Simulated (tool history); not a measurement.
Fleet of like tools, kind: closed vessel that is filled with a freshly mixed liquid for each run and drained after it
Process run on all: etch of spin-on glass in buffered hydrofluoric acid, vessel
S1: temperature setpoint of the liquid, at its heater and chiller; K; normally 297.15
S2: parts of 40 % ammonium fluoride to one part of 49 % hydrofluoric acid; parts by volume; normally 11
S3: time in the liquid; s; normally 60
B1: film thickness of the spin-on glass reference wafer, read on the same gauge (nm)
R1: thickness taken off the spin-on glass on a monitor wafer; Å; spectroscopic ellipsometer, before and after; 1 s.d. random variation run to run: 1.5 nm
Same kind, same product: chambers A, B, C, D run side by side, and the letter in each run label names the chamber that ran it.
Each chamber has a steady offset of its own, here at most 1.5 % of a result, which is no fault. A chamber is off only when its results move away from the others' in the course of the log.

| run | hour | S1 | S2 | S3 | B1 | R1 |
|---|---|---|---|---|---|---|
| 1B | 3.3 | 297.15 | 11 | 60 | 100.010 | 1555.00 |
| 2A | 8.4 | 297.15 | 11 | 60 | 99.996 | 1521.10 |
| 3D | 12.7 | 297.15 | 11 | 60 | 100.000 | 1548.10 |
| 4C | 16.1 | 297.15 | 11 | 60 | 100.010 | 1547.40 |
| 5B | 23.1 | 297.15 | 11 | 60 | 99.990 | 1549.80 |
| 6C | 26.6 | 297.15 | 11 | 30 | 99.991 | 778.21 |
| 7D | 30.2 | 297.15 | 11 | 30 | 100.010 | 761.72 |
| 8A | 36.4 | 297.15 | 11 | 30 | 99.983 | 759.98 |
| 9D | 41.7 | 297.15 | 11 | 30 | 99.989 | 774.25 |
| 10A | 47.7 | 297.15 | 11 | 60 | 99.999 | 1530.50 |
| 11C | 52.1 | 297.15 | 11 | 60 | 100.000 | 1517.00 |
| 12B | 56.9 | 300.15 | 11 | 60 | 100.010 | 1829.60 |
| 13C | 60.4 | 300.15 | 11 | 60 | 100.020 | 1819.30 |
| 14B | 63.9 | 300.15 | 11 | 60 | 100.000 | 1820.40 |
| 15D | 70.9 | 300.15 | 11 | 60 | 99.952 | 1829.90 |
| 16A | 77.0 | 297.15 | 11 | 60 | 99.983 | 1494.70 |
| 17C | 81.6 | 297.15 | 11 | 50 | 100.010 | 1291.20 |
| 18D | 86.9 | 297.15 | 11 | 50 | 100.030 | 1256.10 |
| 19B | 92.6 | 297.15 | 11 | 50 | 100.030 | 1292.80 |
| 20A | 96.8 | 297.15 | 11 | 50 | 100.010 | 1207.20 |
| 21A | 101.3 | 297.15 | 11 | 60 | 99.963 | 1420.20 |
| 22B | 106.2 | 297.15 | 11 | 60 | 99.982 | 1566.10 |
| 23D | 111.2 | 292.15 | 11 | 60 | 100.000 | 1150.60 |
| 24C | 115.3 | 292.15 | 11 | 60 | 99.993 | 1149.40 |
| 25C | 122.2 | 292.15 | 11 | 60 | 99.990 | 1158.80 |
| 26D | 126.2 | 292.15 | 11 | 60 | 100.010 | 1147.50 |
| 27A | 131.4 | 297.15 | 11 | 60 | 100.030 | 1399.00 |
| 28B | 138.2 | 297.15 | 11 | 60 | 99.993 | 1531.10 |

All chambers now run identical settings, listed one chamber a line with results as question marks. What results will each chamber show?
| 29A | 143.4 | 297.15 | 11 | 60 |  | ? |
| 29B | 143.4 | 297.15 | 11 | 60 |  | ? |
| 29C | 143.4 | 297.15 | 11 | 60 |  | ? |
| 29D | 143.4 | 297.15 | 11 | 60 |  | ? |

| run | R1 |
|---|---|
| 29A | 1410.80 |
| 29B | 1552.60 |
| 29C | 1508.50 |
| 29D | 1524.00 |
